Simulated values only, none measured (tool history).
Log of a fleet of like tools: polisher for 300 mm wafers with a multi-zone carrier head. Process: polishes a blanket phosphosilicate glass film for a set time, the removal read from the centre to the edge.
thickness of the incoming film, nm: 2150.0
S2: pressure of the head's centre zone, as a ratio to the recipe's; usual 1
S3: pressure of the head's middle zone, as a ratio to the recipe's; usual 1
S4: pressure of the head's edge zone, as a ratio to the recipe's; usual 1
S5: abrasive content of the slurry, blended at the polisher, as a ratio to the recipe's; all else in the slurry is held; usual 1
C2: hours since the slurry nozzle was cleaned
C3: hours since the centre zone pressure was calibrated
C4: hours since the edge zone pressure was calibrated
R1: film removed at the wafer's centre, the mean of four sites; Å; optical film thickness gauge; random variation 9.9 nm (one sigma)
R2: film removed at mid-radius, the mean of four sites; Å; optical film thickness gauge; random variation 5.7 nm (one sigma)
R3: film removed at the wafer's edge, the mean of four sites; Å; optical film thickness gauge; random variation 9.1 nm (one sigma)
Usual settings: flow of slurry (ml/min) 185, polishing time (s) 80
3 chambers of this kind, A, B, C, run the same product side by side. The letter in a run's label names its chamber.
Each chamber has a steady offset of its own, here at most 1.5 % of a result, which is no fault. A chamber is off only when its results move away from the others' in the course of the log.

{"run": "1C", "hour": 7.7, "flow of slurry (ml/min)": 185, "S2": 1, "S3": 1, "S4": 1, "S5": 1, "polishing time (s)": 80, "wafers polished on this pad": 702, "C2": 21.5, "C3": 771.3, "C4": 772, "R1": 7057.5, "R2": 7117.4, "R3": 6934.3}
{"run": "2B", "hour": 13.3, "flow of slurry (ml/min)": 185, "S2": 1, "S3": 1, "S4": 1, "S5": 1, "polishing time (s)": 80, "wafers polished on this pad": 803, "C2": 175, "C3": 332.5, "C4": 70.1, "R1": 6807.5, "R2": 7111.2, "R3": 7113.9}
{"hour": 17.1, "done": "chamber A: worn pad replaced by a new one"}
{"run": "3A", "hour": 21.2, "flow of slurry (ml/min)": 185, "S2": 1, "S3": 1, "S4": 1, "S5": 1, "polishing time (s)": 80, "wafers polished on this pad": 42, "C2": 146.4, "C3": 261.5, "C4": 297.7, "R1": 7084.4, "R2": 7085.1, "R3": 7051.1}
{"run": "4B", "hour": 27.4, "flow of slurry (ml/min)": 185, "S2": 1, "S3": 1, "S4": 1, "S5": 1, "polishing time (s)": 80, "wafers polished on this pad": 946, "C2": 189.1, "C3": 346.6, "C4": 84.2, "R1": 6969.8, "R2": 7147.5, "R3": 7387.1}
{"hour": 27.6, "done": "chamber C: worn pad replaced by a new one"}
{"run": "5C", "hour": 31.8, "flow of slurry (ml/min)": 185, "S2": 1, "S3": 1, "S4": 1, "S5": 1.25, "polishing time (s)": 103, "wafers polished on this pad": 42, "C2": 45.6, "C3": 795.4, "C4": 796.1, "R1": 10034, "R2": 10148, "R3": 10028}
{"hour": 31.9, "done": "chamber B: worn pad replaced by a new one"}
{"run": "6A", "hour": 35.6, "flow of slurry (ml/min)": 185, "S2": 1, "S3": 1, "S4": 1, "S5": 1.25, "polishing time (s)": 103, "wafers polished on this pad": 187, "C2": 160.8, "C3": 275.9, "C4": 312.1, "R1": 9875.9, "R2": 9938.3, "R3": 9924}
{"run": "7C", "hour": 39.6, "flow of slurry (ml/min)": 185, "S2": 1, "S3": 1, "S4": 1, "S5": 1.25, "polishing time (s)": 103, "wafers polished on this pad": 122, "C2": 53.4, "C3": 803.2, "C4": 803.9, "R1": 9929.6, "R2": 9958.5, "R3": 9848.5}
{"run": "8B", "hour": 44.3, "flow of slurry (ml/min)": 185, "S2": 1, "S3": 1, "S4": 1, "S5": 1, "polishing time (s)": 80, "wafers polished on this pad": 126, "C2": 206, "C3": 363.5, "C4": 101.1, "R1": 7100.4, "R2": 7019.4, "R3": 7119.9}
{"run": "9A", "hour": 48.0, "flow of slurry (ml/min)": 185, "S2": 1, "S3": 1, "S4": 1, "S5": 1, "polishing time (s)": 80, "wafers polished on this pad": 313, "C2": 173.2, "C3": 288.3, "C4": 324.5, "R1": 7332, "R2": 7086.6, "R3": 7106.1}
{"run": "10A", "hour": 52.7, "flow of slurry (ml/min)": 185, "S2": 1, "S3": 1, "S4": 1, "S5": 1, "polishing time (s)": 80, "wafers polished on this pad": 361, "C2": 177.9, "C3": 293, "C4": 329.2, "R1": 7212.7, "R2": 6988.4, "R3": 7072}
{"hour": 56.6, "done": "chamber A: edge zone pressure recalibrated"}
{"run": "11B", "hour": 60.5, "flow of slurry (ml/min)": 185, "S2": 1, "S3": 1, "S4": 1, "S5": 1, "polishing time (s)": 80, "wafers polished on this pad": 290, "C2": 222.2, "C3": 379.7, "C4": 117.3, "R1": 7134.5, "R2": 7028.7, "R3": 7196.7}
{"run": "12C", "hour": 64.3, "flow of slurry (ml/min)": 185, "S2": 1, "S3": 1, "S4": 1, "S5": 1, "polishing time (s)": 80, "wafers polished on this pad": 372, "C2": 78.1, "C3": 827.9, "C4": 828.6, "R1": 6943.3, "R2": 7118.3, "R3": 7086.9}
{"run": "13B", "hour": 72.5, "flow of slurry (ml/min)": 185, "S2": 1, "S3": 1, "S4": 1, "S5": 1, "polishing time (s)": 80, "wafers polished on this pad": 412, "C2": 234.2, "C3": 391.7, "C4": 129.3, "R1": 6926.4, "R2": 7098.6, "R3": 6994}
{"run": "14A", "hour": 78.3, "flow of slurry (ml/min)": 185, "S2": 1, "S3": 1, "S4": 1, "S5": 1, "polishing time (s)": 80, "wafers polished on this pad": 620, "C2": 203.5, "C3": 318.6, "C4": 21.8, "R1": 7206.8, "R2": 7013.6, "R3": 6918.2}
{"run": "15C", "hour": 86.5, "flow of slurry (ml/min)": 185, "S2": 1, "S3": 1, "S4": 1, "S5": 1, "polishing time (s)": 80, "wafers polished on this pad": 597, "C2": 100.3, "C3": 850.1, "C4": 850.8, "R1": 6808.4, "R2": 7032.5, "R3": 7107.2}
{"hour": 87.3, "done": "chamber B: slurry nozzle cleaned"}
{"run": "16C", "hour": 93.6, "flow of slurry (ml/min)": 185, "S2": 1.06, "S3": 1, "S4": 1, "S5": 1, "polishing time (s)": 90, "wafers polished on this pad": 669, "C2": 107.4, "C3": 857.2, "C4": 857.9, "R1": 8030.2, "R2": 7972.2, "R3": 8054}
{"run": "17A", "hour": 99.8, "flow of slurry (ml/min)": 185, "S2": 1.06, "S3": 1, "S4": 1, "S5": 1, "polishing time (s)": 90, "wafers polished on this pad": 838, "C2": 225, "C3": 340.1, "C4": 43.3, "R1": 8364.3, "R2": 7923.4, "R3": 7908.1}
{"run": "18B", "hour": 104.1, "flow of slurry (ml/min)": 185, "S2": 1.06, "S3": 1, "S4": 1, "S5": 1, "polishing time (s)": 90, "wafers polished on this pad": 732, "C2": 16.9, "C3": 423.3, "C4": 160.9, "R1": 8504.9, "R2": 8008.4, "R3": 8159.2}
{"run": "19B", "hour": 109.0, "flow of slurry (ml/min)": 185, "S2": 1, "S3": 1, "S4": 1, "S5": 1, "polishing time (s)": 80, "wafers polished on this pad": 781, "C2": 21.8, "C3": 428.2, "C4": 165.8, "R1": 7245.2, "R2": 7139.3, "R3": 7105.2}
{"hour": 115.6, "done": "chamber B: worn pad replaced by a new one"}
{"run": "20C", "hour": 116.7, "flow of slurry (ml/min)": 185, "S2": 1.06, "S3": 1, "S4": 1, "S5": 0.8, "polishing time (s)": 80, "wafers polished on this pad": 903, "C2": 130.5, "C3": 880.3, "C4": 881, "R1": 6084.8, "R2": 6316.2, "R3": 6294.7}
{"run": "21A", "hour": 124.7, "flow of slurry (ml/min)": 185, "S2": 1.06, "S3": 1, "S4": 1, "S5": 0.8, "polishing time (s)": 80, "wafers polished on this pad": 1090, "C2": 249.9, "C3": 365, "C4": 68.2, "R1": 6922.2, "R2": 6372.2, "R3": 6431.2}
{"run": "22C", "hour": 128.9, "flow of slurry (ml/min)": 185, "S2": 1.06, "S3": 1, "S4": 1, "S5": 0.8, "polishing time (s)": 80, "wafers polished on this pad": 1026, "C2": 142.7, "C3": 892.5, "C4": 893.2, "R1": 6138.2, "R2": 6221.4, "R3": 6231.6}
{"hour": 131.3, "done": "chamber C: worn pad replaced by a new one"}
{"hour": 134.4, "done": "chamber A: worn pad replaced by a new one"}
{"run": "23A", "hour": 135.1, "flow of slurry (ml/min)": 185, "S2": 1, "S3": 1, "S4": 1, "S5": 1, "polishing time (s)": 80, "wafers polished on this pad": 7, "C2": 260.3, "C3": 375.4, "C4": 78.6, "R1": 6958, "R2": 7097.3, "R3": 7071.4}
{"run": "24B", "hour": 142.2, "flow of slurry (ml/min)": 185, "S2": 1, "S3": 1, "S4": 1, "S5": 1, "polishing time (s)": 80, "wafers polished on this pad": 270, "C2": 55, "C3": 461.4, "C4": 199, "R1": 7066.2, "R2": 7128.2, "R3": 7271.2}
{"hour": 148.0, "done": "chamber A: slurry nozzle cleaned"}
{"run": "25C", "hour": 149.1, "flow of slurry (ml/min)": 185, "S2": 1, "S3": 1, "S4": 1, "S5": 1, "polishing time (s)": 80, "wafers polished on this pad": 180, "C2": 162.9, "C3": 912.7, "C4": 913.4, "R1": 6445.8, "R2": 7074.2, "R3": 7142.5}
{"run": "26B", "hour": 155.1, "flow of slurry (ml/min)": 185, "S2": 1, "S3": 1, "S4": 1, "S5": 1, "polishing time (s)": 80, "wafers polished on this pad": 400, "C2": 67.9, "C3": 474.3, "C4": 211.9, "R1": 7208.1, "R2": 6998.7, "R3": 7248.6}
{"run": "27A", "hour": 160.4, "flow of slurry (ml/min)": 185, "S2": 1, "S3": 1, "S4": 1, "S5": 1, "polishing time (s)": 80, "wafers polished on this pad": 264, "C2": 12.5, "C3": 400.7, "C4": 103.9, "R1": 7079.7, "R2": 7043.1, "R3": 7082.8}
{"run": "28B", "hour": 166.0, "flow of slurry (ml/min)": 185, "S2": 1, "S3": 1, "S4": 1, "S5": 1, "polishing time (s)": 80, "wafers polished on this pad": 511, "C2": 78.8, "C3": 485.2, "C4": 222.8, "R1": 7082.3, "R2": 7110.1, "R3": 6974.7}
{"run": "29C", "hour": 170.4, "flow of slurry (ml/min)": 185, "S2": 1, "S3": 1, "S4": 1, "S5": 1, "polishing time (s)": 80, "wafers polished on this pad": 396, "C2": 184.2, "C3": 934, "C4": 934.7, "R1": 6095.9, "R2": 7027.2, "R3": 7029.5}
{"run": "30A", "hour": 175.8, "flow of slurry (ml/min)": 185, "S2": 1, "S3": 1, "S4": 1, "S5": 1, "polishing time (s)": 80, "wafers polished on this pad": 420, "C2": 27.9, "C3": 416.1, "C4": 119.3, "R1": 7190.8, "R2": 7046.8, "R3": 6996.3}
{"run": "31C", "hour": 180.7, "flow of slurry (ml/min)": 185, "S2": 1, "S3": 1, "S4": 1, "S5": 1, "polishing time (s)": 80, "wafers polished on this pad": 500, "C2": 194.5, "C3": 944.3, "C4": 945, "R1": 5993.1, "R2": 7077.6, "R3": 7207.9}

What goes on in this fleet: one chamber off, a drifting gauge, or nothing beyond the chambers' own small offsets? Name the chamber and the cause, if any.

Chamber C drifts away from the others.
Cause: centre zone's pressure below its setpoint, % = 12.2.

Here are 4 candidates for chamber C's next run, each the usual settings with a change, their results left as question marks. Which one brings its results back in line with what the others give on the usual settings?
In line means no further than this from the other chambers' mean on the usual settings: R1 350 Å; R2 200 Å; R3 320 Å
{"run": "32C-1", "hour": 186.6, "flow of slurry (ml/min)": 195, "S2": 1.12, "S3": 0.97, "S4": 0.96, "S5": 1, "polishing time (s)": 81, "R1": "?", "R2": "?", "R3": "?"}
{"run": "32C-2", "hour": 186.6, "flow of slurry (ml/min)": 190, "S2": 1.04, "S3": 0.99, "S4": 0.99, "S5": 1, "polishing time (s)": 80, "R1": "?", "R2": "?", "R3": "?"}
{"run": "32C-3", "hour": 186.6, "flow of slurry (ml/min)": 180, "S2": 0.96, "S3": 1.01, "S4": 1.01, "S5": 1, "polishing time (s)": 80, "R1": "?", "R2": "?", "R3": "?"}
{"run": "32C-4", "hour": 186.6, "flow of slurry (ml/min)": 175, "S2": 0.88, "S3": 1.03, "S4": 1.04, "S5": 1, "polishing time (s)": 79, "R1": "?", "R2": "?", "R3": "?"}

The other chambers' mean on the usual settings: R1 7106.4 Å; R2 7060 Å; R3 7102.3 Å
run=32C-1 R1=7035.7 R2=6999.9 R3=7081
run=32C-2 R1=6384.2 R2=7019.6 R3=7086.1
run=32C-3 R1=5795.2 R2=7093.7 R3=7117
run=32C-4 R1=5173 R2=7103.2 R3=7114.5
32C-1 brings the chamber back in line.
